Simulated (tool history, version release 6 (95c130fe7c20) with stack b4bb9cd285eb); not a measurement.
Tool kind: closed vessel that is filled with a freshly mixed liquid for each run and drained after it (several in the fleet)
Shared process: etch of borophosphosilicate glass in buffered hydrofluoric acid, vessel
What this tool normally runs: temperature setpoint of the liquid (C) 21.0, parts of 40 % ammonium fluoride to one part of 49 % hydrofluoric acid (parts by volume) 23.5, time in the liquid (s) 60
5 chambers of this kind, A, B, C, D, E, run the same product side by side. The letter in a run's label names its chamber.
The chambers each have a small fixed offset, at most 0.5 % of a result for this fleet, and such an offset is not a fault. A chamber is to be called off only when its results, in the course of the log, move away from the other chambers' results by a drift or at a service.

| run | hour | temperature setpoint of the liquid (C) | parts of 40 % ammonium fluoride to one part of 49 % hydrofluoric acid (parts by volume) | time in the liquid (s) | read-back film thickness of the borophosphosilicate glass reference wafer, read on the same gauge (nm) | thickness taken off the borophosphosilicate glass on a monitor wafer (angstrom) |
|---|---|---|---|---|---|---|
| 1D | 4.0 | 21.0 | 23.5 | 60 | 110.02 | 823.26 |
| 2C | 7.9 | 21.0 | 23.5 | 60 | 110.00 | 837.24 |
| 3B | 13.4 | 21.0 | 23.5 | 60 | 109.97 | 828.37 |
| 4E | 19.2 | 21.0 | 23.5 | 60 | 109.98 | 820.49 |
| 5A | 23.5 | 21.0 | 23.5 | 60 | 109.98 | 831.83 |
| 6A | 28.8 | 21.0 | 23.5 | 60 | 109.99 | 831.60 |
| 7D | 33.4 | 17.5 | 23.5 | 95 | 110.01 | 1073.50 |
| 8B | 36.8 | 17.5 | 23.5 | 95 | 110.01 | 1070.40 |
| 9E | 42.1 | 17.5 | 23.5 | 95 | 110.02 | 1092.10 |
| 10C | 44.9 | 17.5 | 23.5 | 95 | 110.00 | 1057.20 |
| 11E | 48.4 | 17.5 | 23.5 | 95 | 109.99 | 1098.20 |
| 12B | 54.5 | 21.0 | 23.5 | 60 | 110.01 | 820.58 |
| 13D | 57.5 | 21.0 | 28.5 | 60 | 109.99 | 721.76 |
| 14C | 63.2 | 21.0 | 28.5 | 60 | 110.00 | 729.14 |
| 15A | 68.9 | 21.0 | 28.5 | 60 | 109.99 | 724.60 |
| 16B | 71.8 | 21.0 | 28.5 | 60 | 110.00 | 717.66 |
| 17C | 76.2 | 21.0 | 28.5 | 60 | 110.01 | 718.44 |
| 18A | 82.1 | 21.0 | 23.5 | 60 | 110.00 | 821.17 |
| 19D | 86.7 | 21.0 | 23.5 | 60 | 110.00 | 825.24 |
| 20E | 92.7 | 21.0 | 23.5 | 60 | 109.98 | 844.25 |
| 21B | 95.4 | 21.0 | 23.5 | 60 | 110.00 | 828.69 |
| 22C | 99.7 | 21.0 | 23.5 | 60 | 110.00 | 840.51 |
| 23D | 103.4 | 21.0 | 23.5 | 60 | 110.00 | 822.28 |
| 24A | 108.9 | 21.0 | 23.5 | 60 | 109.99 | 828.07 |
| 25E | 114.5 | 21.0 | 23.5 | 60 | 109.99 | 854.67 |
| 26C | 118.9 | 21.0 | 23.5 | 60 | 109.99 | 821.86 |
| 27D | 123.8 | 21.0 | 23.5 | 60 | 110.00 | 823.74 |
| 28B | 128.2 | 21.0 | 23.5 | 60 | 110.00 | 832.02 |
| 29E | 132.1 | 17.0 | 23.5 | 95 | 110.00 | 1112.50 |
| 30A | 136.3 | 17.0 | 23.5 | 95 | 110.00 | 1045.90 |
| 31B | 140.5 | 17.0 | 23.5 | 95 | 110.00 | 1045.30 |
| 32E | 144.0 | 17.0 | 23.5 | 95 | 110.00 | 1107.80 |
| 33D | 146.8 | 17.0 | 23.5 | 95 | 110.02 | 1041.70 |
| 34A | 150.6 | 21.0 | 23.5 | 60 | 110.02 | 819.35 |
| 35C | 156.6 | 21.0 | 23.5 | 60 | 109.98 | 834.91 |
| 36C | 161.7 | 21.0 | 23.5 | 60 | 110.01 | 827.90 |
| 37D | 167.1 | 21.0 | 23.5 | 60 | 110.00 | 830.76 |
| 38A | 172.4 | 21.0 | 23.5 | 60 | 109.99 | 821.54 |

Next, all 5 chambers run the settings below, one line each with question marks for the results. What does each chamber give?
| 39A | 176.8 | 21.0 | 15.0 | 60 |  | ? |
| 39B | 176.8 | 21.0 | 15.0 | 60 |  | ? |
| 39C | 176.8 | 21.0 | 15.0 | 60 |  | ? |
| 39D | 176.8 | 21.0 | 15.0 | 60 |  | ? |
| 39E | 176.8 | 21.0 | 15.0 | 60 |  | ? |

| run | thickness taken off the borophosphosilicate glass on a monitor wafer (angstrom) |
|---|---|
| 39A | 1205.00 |
| 39B | 1215.70 |
| 39C | 1226.50 |
| 39D | 1212.00 |
| 39E | 1379.80 |

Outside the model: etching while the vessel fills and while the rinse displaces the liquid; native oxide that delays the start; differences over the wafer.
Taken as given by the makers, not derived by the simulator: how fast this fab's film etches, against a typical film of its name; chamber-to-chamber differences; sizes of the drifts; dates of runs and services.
